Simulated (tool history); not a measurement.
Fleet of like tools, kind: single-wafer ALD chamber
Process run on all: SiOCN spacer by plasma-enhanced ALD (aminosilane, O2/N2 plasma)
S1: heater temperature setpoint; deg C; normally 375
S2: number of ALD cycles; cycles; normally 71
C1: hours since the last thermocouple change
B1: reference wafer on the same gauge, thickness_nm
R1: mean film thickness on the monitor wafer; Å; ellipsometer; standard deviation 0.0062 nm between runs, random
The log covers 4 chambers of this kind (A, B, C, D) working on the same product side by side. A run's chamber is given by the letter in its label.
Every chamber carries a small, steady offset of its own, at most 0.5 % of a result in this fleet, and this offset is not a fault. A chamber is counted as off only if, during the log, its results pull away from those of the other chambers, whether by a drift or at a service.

| run | hour | S1 | S2 | C1 | B1 | R1 |
|---|---|---|---|---|---|---|
| 1C | 2.5 | 375 | 71 | 68.4 | 3.7594 | 42.97 |
| 2A | 4.6 | 375 | 71 | 509.1 | 3.7578 | 43.061 |
| 3D | 7.5 | 375 | 71 | 1806.7 | 3.7573 | 43.018 |
| 4B | 10.5 | 375 | 71 | 258.7 | 3.7562 | 42.873 |
| 5C | 12.6 | 382 | 82 | 78.5 | 3.7563 | 49.503 |
| 6A | 16.5 | 382 | 82 | 521 | 3.7549 | 49.596 |
| 7B | 20.5 | 382 | 82 | 268.7 | 3.7556 | 49.642 |
| 8D | 23.2 | 382 | 82 | 1822.4 | 3.7543 | 49.537 |
| 9C | 25.1 | 375 | 71 | 91 | 3.7544 | 42.907 |
| 10D | 28.8 | 375 | 65 | 1828 | 3.7527 | 39.379 |
| 11B | 32.2 | 375 | 65 | 280.4 | 3.752 | 39.368 |
| 12A | 36 | 375 | 65 | 540.5 | 3.7511 | 39.192 |
| 13D | 38.4 | 375 | 65 | 1837.6 | 3.7515 | 39.204 |
| 14A | 41 | 375 | 71 | 545.5 | 3.7521 | 42.935 |
| 15B | 43.4 | 387 | 66 | 291.6 | 3.7488 | 39.913 |
| 16C | 47.1 | 387 | 66 | 113 | 3.7496 | 39.875 |
| 17C | 49.4 | 387 | 66 | 115.3 | 3.7485 | 39.733 |
| 18D | 52.5 | 387 | 66 | 1851.7 | 3.7469 | 39.83 |
| 19B | 54.8 | 375 | 71 | 303 | 3.7465 | 42.821 |
| 20A | 57.6 | 375 | 71 | 562.1 | 3.7452 | 42.797 |
| 21C | 61.6 | 375 | 71 | 127.5 | 3.7475 | 42.674 |
| 22D | 63.8 | 375 | 71 | 1863 | 3.7458 | 42.842 |
| 23B | 68.1 | 366 | 80 | 316.3 | 3.7454 | 48.368 |
| 24A | 71.5 | 366 | 80 | 576 | 3.7435 | 48.339 |
| 25B | 74.3 | 366 | 80 | 322.5 | 3.7422 | 48.276 |
| 26C | 76.9 | 366 | 80 | 142.8 | 3.7417 | 48.201 |
| 27D | 80.1 | 360 | 63 | 1879.3 | 3.7417 | 38.016 |
| 28A | 83.4 | 360 | 63 | 587.9 | 3.7404 | 38.034 |
| 29C | 86.2 | 360 | 63 | 152.1 | 3.7395 | 37.834 |
| 30A | 90.3 | 360 | 63 | 594.8 | 3.7394 | 37.916 |
| 31B | 94.5 | 375 | 71 | 342.7 | 3.7369 | 42.77 |

Is one chamber out of step, is the gauge drifting, or do the chambers differ by no more than their own small offsets? For an off chamber, give its letter and the likeliest cause.

Every chamber seems to shift together because the gauge that measures them all drifts; the chambers themselves are fine.
Most likely cause: gauge reads low (%) = 0.603.

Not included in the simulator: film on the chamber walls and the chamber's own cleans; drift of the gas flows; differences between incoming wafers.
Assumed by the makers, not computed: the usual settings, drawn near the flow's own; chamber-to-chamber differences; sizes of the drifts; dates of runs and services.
